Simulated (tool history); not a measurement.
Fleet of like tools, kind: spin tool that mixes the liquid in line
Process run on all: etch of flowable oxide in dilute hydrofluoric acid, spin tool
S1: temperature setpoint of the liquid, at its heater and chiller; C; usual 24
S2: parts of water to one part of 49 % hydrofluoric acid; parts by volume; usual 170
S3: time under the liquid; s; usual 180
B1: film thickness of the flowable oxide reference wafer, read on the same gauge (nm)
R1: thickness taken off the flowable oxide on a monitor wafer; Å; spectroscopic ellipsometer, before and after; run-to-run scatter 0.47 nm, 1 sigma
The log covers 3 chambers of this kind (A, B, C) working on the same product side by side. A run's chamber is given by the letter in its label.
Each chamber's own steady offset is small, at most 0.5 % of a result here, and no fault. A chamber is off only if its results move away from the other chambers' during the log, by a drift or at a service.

{"run": "1C", "day": 0.371, "S1": 24, "S2": 170, "S3": 180, "B1": 49.999, "R1": 478.19}
{"run": "2A", "day": 0.7, "S1": 24, "S2": 170, "S3": 180, "B1": 49.996, "R1": 480.29}
{"run": "3B", "day": 1.054, "S1": 24, "S2": 170, "S3": 180, "B1": 49.993, "R1": 486.53}
{"run": "4C", "day": 1.575, "S1": 24, "S2": 170, "S3": 180, "B1": 50.005, "R1": 477.65}
{"run": "5B", "day": 1.988, "S1": 24, "S2": 170, "S3": 180, "B1": 50.017, "R1": 478.83}
{"run": "6A", "day": 2.346, "S1": 24, "S2": 170, "S3": 180, "B1": 49.991, "R1": 477.67}
{"run": "7C", "day": 2.867, "S1": 24, "S2": 170, "S3": 180, "B1": 50.003, "R1": 481.96}
{"day": 3.325, "done": "chamber C: hydrofluoric acid flow meter replaced"}
{"run": "8A", "day": 3.329, "S1": 24, "S2": 170, "S3": 180, "B1": 49.994, "R1": 479.36}
{"run": "9B", "day": 3.788, "S1": 27.5, "S2": 230, "S3": 180, "B1": 50.009, "R1": 380.63}
{"run": "10A", "day": 4.096, "S1": 27.5, "S2": 230, "S3": 180, "B1": 50.005, "R1": 376.08}
{"run": "11B", "day": 4.421, "S1": 27.5, "S2": 230, "S3": 180, "B1": 50, "R1": 378.78}
{"run": "12C", "day": 4.717, "S1": 24, "S2": 170, "S3": 180, "B1": 50.005, "R1": 481.93}
{"day": 4.796, "done": "chamber A: thermometer replaced"}
{"day": 5.075, "done": "chamber B: hydrofluoric acid flow meter replaced"}
{"run": "13A", "day": 5.246, "S1": 24, "S2": 170, "S3": 180, "B1": 49.99, "R1": 488.99}
{"run": "14B", "day": 5.554, "S1": 24, "S2": 170, "S3": 180, "B1": 50.006, "R1": 484.5}
{"run": "15C", "day": 5.988, "S1": 24, "S2": 170, "S3": 180, "B1": 50.004, "R1": 471.14}
{"run": "16C", "day": 6.333, "S1": 24, "S2": 170, "S3": 180, "B1": 50.013, "R1": 483.96}
{"run": "17A", "day": 6.796, "S1": 24, "S2": 170, "S3": 120, "B1": 50.026, "R1": 336.02}
{"run": "18B", "day": 7.15, "S1": 24, "S2": 170, "S3": 120, "B1": 49.99, "R1": 323.45}
{"run": "19B", "day": 7.662, "S1": 24, "S2": 170, "S3": 120, "B1": 49.999, "R1": 321.21}
{"run": "20A", "day": 8.083, "S1": 26, "S2": 130, "S3": 180, "B1": 50.006, "R1": 751.87}
{"run": "21C", "day": 8.329, "S1": 26, "S2": 130, "S3": 180, "B1": 49.984, "R1": 701.35}
{"run": "22C", "day": 8.625, "S1": 26, "S2": 130, "S3": 180, "B1": 49.982, "R1": 711.91}
{"run": "23A", "day": 8.917, "S1": 21.5, "S2": 170, "S3": 180, "B1": 50.028, "R1": 457.24}
{"run": "24B", "day": 9.3, "S1": 21.5, "S2": 170, "S3": 180, "B1": 49.981, "R1": 432.27}
{"run": "25A", "day": 9.775, "S1": 21.5, "S2": 170, "S3": 180, "B1": 49.96, "R1": 462.41}
{"run": "26C", "day": 10.283, "S1": 24, "S2": 170, "S3": 180, "B1": 49.985, "R1": 467.6}
{"run": "27B", "day": 10.521, "S1": 24, "S2": 170, "S3": 180, "B1": 50.024, "R1": 480.45}
{"run": "28C", "day": 11.012, "S1": 24, "S2": 170, "S3": 180, "B1": 49.99, "R1": 483.81}
{"run": "29A", "day": 11.371, "S1": 24, "S2": 170, "S3": 180, "B1": 49.994, "R1": 523.81}

The same settings go to every chamber for the next run, one line per chamber below. Forecast the results for each:
{"run": "30A", "day": 11.767, "S1": 24, "S2": 210, "S3": 180, "R1": "?"}
{"run": "30B", "day": 11.767, "S1": 24, "S2": 210, "S3": 180, "R1": "?"}
{"run": "30C", "day": 11.767, "S1": 24, "S2": 210, "S3": 180, "R1": "?"}

run=30A R1=407.2
run=30B R1=368.42
run=30C R1=372.86
